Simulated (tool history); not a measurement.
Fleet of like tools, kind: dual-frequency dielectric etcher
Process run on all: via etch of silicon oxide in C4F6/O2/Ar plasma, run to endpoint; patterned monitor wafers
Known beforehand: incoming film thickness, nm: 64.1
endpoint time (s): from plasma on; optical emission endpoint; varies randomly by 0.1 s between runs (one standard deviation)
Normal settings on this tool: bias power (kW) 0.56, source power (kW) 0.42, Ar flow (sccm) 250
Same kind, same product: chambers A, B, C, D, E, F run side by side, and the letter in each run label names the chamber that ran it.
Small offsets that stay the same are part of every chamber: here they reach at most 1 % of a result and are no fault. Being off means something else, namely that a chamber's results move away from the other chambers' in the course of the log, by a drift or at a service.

run   hour  bias power (kW)  source power (kW)  Ar flow (sccm)  endpoint time (s)
 1E   15.4             0.56               0.42             250             13.184
 2B   26.3             0.56               0.42             250             13.061
 3A   34.5             0.56               0.42             250             13.007
      39.4  -- chamber A: source power generator calibrated
 4D     47             0.56               0.42             250             12.992
      48.4  -- chamber D: wet clean of the chamber
 5F   57.9            0.622               0.42             250             12.487
 6C   65.7            0.622               0.42             250             12.669
 7E   79.2            0.622               0.42             250             12.411
 8F   90.8            0.622               0.42             250             12.628
 9D  104.9            0.622               0.42             250             12.708
10A  112.7            0.622               0.42             250             12.593
11C  126.4             0.56               0.42             250             13.088
12B  135.6             0.56               0.42             250             12.803
13D  142.7             0.56               0.42             250              13.09
14F  149.5             0.56               0.42             250              13.03
15C  157.6             0.56               0.42             250             13.167
       166  -- chamber C: bias power generator calibrated
16E  171.8             0.56               0.42             250             13.213
17A  182.1             0.56               0.42             250             13.017
     184.5  -- chamber A: wet clean of the chamber
     187.5  -- chamber F: wet clean of the chamber
18B  191.7             0.56               0.42             250             12.982
19D  206.7             0.56               0.42             250              13.23
20C  218.1            0.462               0.42             279             14.398
21A  231.3            0.462               0.42             279              14.01
22B  246.2            0.462               0.42             279             13.986
23F  257.1            0.462               0.42             279             14.172
24E  265.1            0.462               0.42             279             14.156
25C  276.4            0.462               0.42             279             14.675
26F  284.9             0.56               0.42             250              13.09
27B  296.3             0.56               0.42             250             12.957
28E  306.8             0.56               0.42             250             12.964
29D  321.8             0.56               0.42             250             12.796
30A  335.6             0.56               0.42             250             13.044
31B  346.3            0.482               0.42             209             13.205
32C  354.6            0.482               0.42             209             14.025
33E  365.7            0.482               0.42             209              13.58
34F  379.6            0.482               0.42             209             13.512
     390.5  -- chamber D: wet clean of the chamber
35D  394.5            0.482               0.42             209             13.622
     399.1  -- chamber E: wet clean of the chamber
36A    409            0.482               0.42             209             13.516
37A  423.4             0.56               0.42             250             12.906
     428.7  -- chamber B: wet clean of the chamber
38E  434.3            0.682               0.45             250             11.809
39D    444            0.682               0.45             250             11.876
40B  456.9            0.682               0.45             250             11.606
41F  465.8            0.682               0.45             250             11.726
42C  473.9            0.682               0.45             250              12.31
43F  488.8            0.682               0.45             250             11.723
44A  503.1            0.613               0.42             227             12.206

Which is it: a chamber that has drifted or been left off by a service, a gauge drift common to all chambers, or only each chamber's usual small offset? If a chamber is off, name it and its likeliest cause.

Chamber C drifts away from the others.
Cause: etch rate under this chamber's usual, % = 5.39.

Here are 4 candidates for chamber C's next run, each the usual settings with a change, their results left as question marks. Which one brings its results back in line with what the others give on the usual settings?
To be in line, a result may differ from the other chambers' mean on the usual settings by at most: endpoint time (s) 0.35
45C-1  514.4             0.56                0.3             250                  ?
45C-2  514.4             0.56               0.48             250                  ?
45C-3  514.4             0.52               0.39             255                  ?
45C-4  514.4             0.56               0.56             250                  ?

The other chambers' mean on the usual settings: endpoint time (s) 13.032
  run  endpoint time (s)
45C-1             15.544
45C-2             13.078
45C-3             14.553
45C-4             12.354
45C-2 puts the chamber back in line with the other chambers.
